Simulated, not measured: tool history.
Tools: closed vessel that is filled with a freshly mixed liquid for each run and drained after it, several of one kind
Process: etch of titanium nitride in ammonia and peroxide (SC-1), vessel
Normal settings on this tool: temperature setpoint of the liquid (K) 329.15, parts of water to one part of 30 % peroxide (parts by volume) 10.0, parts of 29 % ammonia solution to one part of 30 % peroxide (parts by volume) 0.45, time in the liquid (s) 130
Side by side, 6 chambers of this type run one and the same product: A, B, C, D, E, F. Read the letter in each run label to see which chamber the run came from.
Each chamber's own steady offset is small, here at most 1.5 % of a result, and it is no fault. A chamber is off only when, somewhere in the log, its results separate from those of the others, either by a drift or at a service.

run,hour,temperature setpoint of the liquid (K),parts of water to one part of 30 % peroxide (parts by volume),parts of 29 % ammonia solution to one part of 30 % peroxide (parts by volume),time in the liquid (s),"read-back film thickness of the titanium nitride reference wafer, read on the same gauge (nm)",thickness taken off the titanium nitride on a monitor wafer (angstrom)
# hour 3.1: chamber A: new drum of ammonia solution connected
# hour 3.8: chamber E: thermometer replaced
1D,7.7,329.15,10.0,0.45,130,99.985,138.390
# hour 8.5: chamber C: thermometer replaced
2A,14.6,329.15,10.0,0.45,130,100.000,139.740
3B,24.5,329.15,10.0,0.45,130,99.992,139.790
4F,33.5,329.15,10.0,0.45,130,100.010,137.580
5E,42.6,329.15,10.0,0.45,130,99.997,139.420
6C,51.3,329.15,10.0,0.45,130,100.010,137.900
7B,57.6,329.15,10.0,0.45,130,99.997,139.590
8A,63.5,329.15,10.0,0.45,130,99.993,140.380
9E,73.1,329.15,10.0,0.45,130,100.010,140.700
10C,82.4,329.15,10.0,0.45,130,99.973,137.640
11F,90.4,329.15,10.0,0.45,130,100.020,139.690
12D,96.2,329.15,10.0,0.45,130,99.952,138.010
# hour 97.7: chamber F: new drum of ammonia solution connected
13E,106.0,329.15,10.0,0.45,130,100.000,138.970
14D,115.0,329.15,10.0,0.45,130,100.000,137.680
15B,123.8,329.15,10.0,0.45,130,99.978,138.440
# hour 127.6: chamber F: ammonia flow meter replaced
16F,129.5,329.15,10.0,0.45,130,99.995,137.380
17C,138.1,319.65,13.5,0.45,130,99.967,60.955
18A,147.6,319.65,13.5,0.45,130,99.997,61.349
19C,154.9,319.65,13.5,0.45,130,100.000,60.929
20E,163.4,319.65,13.5,0.45,130,99.999,62.639
# hour 164.1: chamber D: ammonia flow meter replaced
21F,169.0,319.65,13.5,0.45,130,100.010,62.210
22D,178.2,319.65,13.5,0.45,130,100.000,60.929
23A,185.7,329.15,10.0,0.45,130,100.040,138.930
24B,192.3,329.15,10.0,0.45,130,100.020,138.020
25D,202.4,329.15,10.0,0.45,130,100.000,137.480
26A,209.8,329.15,10.0,0.45,130,99.983,140.230
27F,215.9,329.15,10.0,0.45,130,99.977,140.900
28E,221.8,329.15,10.0,0.45,130,99.995,140.400
29B,226.3,329.15,10.0,0.45,130,99.999,140.390
30C,231.9,329.15,10.0,0.45,130,99.969,138.980
31F,238.6,329.15,10.0,0.45,130,100.000,141.560
32D,245.2,329.15,10.0,0.45,130,99.996,138.600
33B,253.6,329.15,10.0,0.45,130,100.020,138.440
34A,262.6,329.15,10.0,0.45,130,99.990,139.830
35C,268.3,329.15,10.0,0.45,130,99.984,137.570
36E,274.5,329.15,10.0,0.45,130,100.020,140.020
37A,282.5,329.15,10.0,0.45,130,99.989,139.830
38F,287.9,329.15,10.0,0.45,130,99.979,140.070
39D,292.4,329.15,10.0,0.45,130,99.972,137.840
40C,296.9,329.15,10.0,0.45,130,99.988,137.530

Next, every chamber runs the same settings. What will each give?
41A,304.1,329.15,10.0,0.45,130,,?
41B,304.1,329.15,10.0,0.45,130,,?
41C,304.1,329.15,10.0,0.45,130,,?
41D,304.1,329.15,10.0,0.45,130,,?
41E,304.1,329.15,10.0,0.45,130,,?
41F,304.1,329.15,10.0,0.45,130,,?

run,thickness taken off the titanium nitride on a monitor wafer (angstrom)
41A,140.090
41B,138.650
41C,139.500
41D,137.760
41E,140.860
41F,140.300
